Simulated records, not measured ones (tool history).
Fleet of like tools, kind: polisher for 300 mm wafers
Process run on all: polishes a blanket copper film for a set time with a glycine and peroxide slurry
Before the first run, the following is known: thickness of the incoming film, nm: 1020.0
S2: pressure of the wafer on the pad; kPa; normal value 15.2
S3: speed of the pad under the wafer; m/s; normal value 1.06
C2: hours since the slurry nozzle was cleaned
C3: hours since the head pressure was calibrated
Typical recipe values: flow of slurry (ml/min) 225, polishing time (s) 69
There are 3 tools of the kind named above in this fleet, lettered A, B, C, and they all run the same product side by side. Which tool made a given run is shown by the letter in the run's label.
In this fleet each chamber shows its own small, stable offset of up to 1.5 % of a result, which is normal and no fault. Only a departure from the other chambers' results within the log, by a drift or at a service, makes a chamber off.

Run 1C, day 0.283: usual settings; wafers polished on this pad 241; C2 610.4; C3 560.4. Result: film removed (Å) 3876.9.
Run 2A, day 0.671: usual settings; wafers polished on this pad 752; C2 466.9; C3 1269.9. Result: film removed (Å) 3888.3.
Run 3B, day 0.904: usual settings; wafers polished on this pad 432; C2 131.5; C3 432.7. Result: film removed (Å) 3828.4.
Run 4C, day 1.225: usual settings; wafers polished on this pad 416; C2 633.0; C3 583.0. Result: film removed (Å) 3821.3.
Run 5B, day 1.450: usual settings; wafers polished on this pad 534; C2 144.6; C3 445.8. Result: film removed (Å) 3846.0.
Run 6A, day 1.696: usual settings but S2 11.7 kPa, S3 0.78 m/s; wafers polished on this pad 943; C2 491.5; C3 1294.5. Result: film removed (Å) 2571.3.
At day 1.712: chamber B: worn pad replaced by a new one.
At day 1.817: chamber C: worn pad replaced by a new one.
At day 1.858: chamber A: head pressure recalibrated.
Run 7A, day 2.138: usual settings but S2 11.7 kPa, S3 0.78 m/s; wafers polished on this pad 1025; C2 502.1; C3 6.7. Result: film removed (Å) 2555.2.
Run 8B, day 2.450: usual settings but S2 11.7 kPa, S3 0.78 m/s; wafers polished on this pad 137; C2 168.6; C3 469.8. Result: film removed (Å) 2514.8.
Run 9C, day 2.904: usual settings; wafers polished on this pad 202; C2 673.3; C3 623.3. Result: film removed (Å) 3886.9.
Run 10B, day 3.188: usual settings but S2 18.6 kPa, polishing time (s) 58; wafers polished on this pad 274; C2 186.3; C3 487.5. Result: film removed (Å) 3828.9.
Run 11A, day 3.438: usual settings but S2 18.6 kPa, polishing time (s) 58; wafers polished on this pad 1267; C2 533.3; C3 37.9. Result: film removed (Å) 3892.3.
Run 12C, day 3.646: usual settings but S2 18.6 kPa, polishing time (s) 58; wafers polished on this pad 340; C2 691.1; C3 641.1. Result: film removed (Å) 3843.7.
Run 13B, day 3.858: usual settings; wafers polished on this pad 399; C2 202.4; C3 503.6. Result: film removed (Å) 3851.6.
Run 14A, day 4.246: usual settings; wafers polished on this pad 1417; C2 552.7; C3 57.3. Result: film removed (Å) 3881.4.
At day 4.362: chamber A: slurry nozzle cleaned.
Run 15C, day 4.467: usual settings; wafers polished on this pad 492; C2 710.8; C3 660.8. Result: film removed (Å) 3839.2.
At day 4.650: chamber C: head pressure recalibrated.
Run 16C, day 4.717: usual settings; wafers polished on this pad 539; C2 716.8; C3 1.6. Result: film removed (Å) 3919.7.
At day 4.788: chamber C: worn pad replaced by a new one.
Run 17B, day 4.962: usual settings; wafers polished on this pad 604; C2 228.9; C3 530.1. Result: film removed (Å) 3840.4.
Run 18A, day 5.296: usual settings; wafers polished on this pad 1612; C2 22.5; C3 82.5. Result: film removed (Å) 3839.2.
Run 19C, day 5.633: usual settings; wafers polished on this pad 157; C2 738.8; C3 23.6. Result: film removed (Å) 3871.7.
At day 5.683: chamber B: worn pad replaced by a new one.
Run 20A, day 5.867: usual settings; wafers polished on this pad 1718; C2 36.2; C3 96.2. Result: film removed (Å) 3831.4.
At day 5.925: chamber C: slurry nozzle cleaned.
Run 21B, day 6.154: usual settings; wafers polished on this pad 87; C2 257.5; C3 558.7. Result: film removed (Å) 3833.0.
Run 22B, day 6.425: usual settings; wafers polished on this pad 138; C2 264.0; C3 565.2. Result: film removed (Å) 3848.4.
Run 23A, day 6.650: usual settings; wafers polished on this pad 1864; C2 55.0; C3 115.0. Result: film removed (Å) 3772.6.
Run 24C, day 7.100: usual settings; wafers polished on this pad 430; C2 28.2; C3 58.8. Result: film removed (Å) 3905.9.
Run 25B, day 7.404: usual settings; wafers polished on this pad 320; C2 287.5; C3 588.7. Result: film removed (Å) 3825.4.
At day 7.542: chamber C: worn pad replaced by a new one.
Run 26A, day 7.608: usual settings; wafers polished on this pad 2042; C2 78.0; C3 138.0. Result: film removed (Å) 3784.2.
Run 27C, day 7.925: usual settings; wafers polished on this pad 71; C2 48.0; C3 78.6. Result: film removed (Å) 3900.5.
Run 28B, day 8.296: usual settings; wafers polished on this pad 485; C2 308.9; C3 610.1. Result: film removed (Å) 3835.0.
Run 29C, day 8.721: usual settings; wafers polished on this pad 219; C2 67.1; C3 97.7. Result: film removed (Å) 3892.8.
Run 30A, day 9.054: usual settings; wafers polished on this pad 2311; C2 112.7; C3 172.7. Result: film removed (Å) 3712.9.
At day 9.288: chamber B: worn pad replaced by a new one.
Run 31C, day 9.292: usual settings; wafers polished on this pad 325; C2 80.8; C3 111.4. Result: film removed (Å) 3857.7.
Run 32A, day 9.662: usual settings; wafers polished on this pad 2424; C2 127.3; C3 187.3. Result: film removed (Å) 3685.8.
Run 33B, day 9.992: usual settings; wafers polished on this pad 130; C2 349.6; C3 650.8. Result: film removed (Å) 3891.0.
At day 10.025: chamber C: worn pad replaced by a new one.
Run 34B, day 10.354: usual settings; wafers polished on this pad 198; C2 358.3; C3 659.5. Result: film removed (Å) 3849.4.
Run 35A, day 10.562: usual settings; wafers polished on this pad 2591; C2 148.9; C3 208.9. Result: film removed (Å) 3684.0.
Run 36C, day 10.875: usual settings; wafers polished on this pad 158; C2 118.8; C3 149.4. Result: film removed (Å) 3875.2.
Run 37B, day 11.079: usual settings; wafers polished on this pad 333; C2 375.7; C3 676.9. Result: film removed (Å) 3837.0.
Run 38A, day 11.542: usual settings; wafers polished on this pad 2773; C2 172.4; C3 232.4. Result: film removed (Å) 3629.9.
Run 39C, day 11.792: usual settings; wafers polished on this pad 328; C2 140.8; C3 171.4. Result: film removed (Å) 3855.1.
Run 40A, day 12.233: usual settings; wafers polished on this pad 2902; C2 189.0; C3 249.0. Result: film removed (Å) 3639.2.
Run 41B, day 12.483: usual settings but S3 1.32 m/s, polishing time (s) 82; wafers polished on this pad 594; C2 409.4; C3 710.6. Result: film removed (Å) 5402.9.
At day 12.517: chamber C: worn pad replaced by a new one.
Run 42C, day 12.829: usual settings but S3 1.32 m/s, polishing time (s) 82; wafers polished on this pad 58; C2 165.7; C3 196.3. Result: film removed (Å) 5563.5.
Run 43C, day 13.108: usual settings but S3 1.32 m/s, polishing time (s) 82; wafers polished on this pad 110; C2 172.4; C3 203.0. Result: film removed (Å) 5458.1.

Which is it: a chamber that has drifted or been left off by a service, a gauge drift common to all chambers, or only each chamber's usual small offset? If a chamber is off, name it and its likeliest cause.

It is chamber A that slowly wanders off from its peers.
Cause: removal rate lost through wear of the pad, % = 8.74.
With only this log, it may be confused with: head's pressure below its setpoint, %.

Which of the 4 candidates below, each the usual settings with something changed and its results left as question marks, puts chamber A back in line with what the other chambers give on the usual settings?
In line here means within this much of the mean the other chambers give on the usual settings: film removed (Å) 88.0
Run 44A-1, day 13.438: usual settings but S3 1.08 m/s, polishing time (s) 70. Result: film removed (Å) ?.
Run 44A-2, day 13.438: usual settings but polishing time (s) 67. Result: film removed (Å) ?.
Run 44A-3, day 13.438: usual settings but S3 1.02 m/s, polishing time (s) 66. Result: film removed (Å) ?.
Run 44A-4, day 13.438: usual settings but flow of slurry (ml/min) 230, S2 16.5 kPa. Result: film removed (Å) ?.

On the usual settings, the other chambers give on average: film removed (Å) 3855.0
  run  film removed (Å)
44A-1            3672.3
44A-2            3463.0
44A-3            3309.0
44A-4            3835.5
44A-4 puts the chamber back in line with the other chambers.

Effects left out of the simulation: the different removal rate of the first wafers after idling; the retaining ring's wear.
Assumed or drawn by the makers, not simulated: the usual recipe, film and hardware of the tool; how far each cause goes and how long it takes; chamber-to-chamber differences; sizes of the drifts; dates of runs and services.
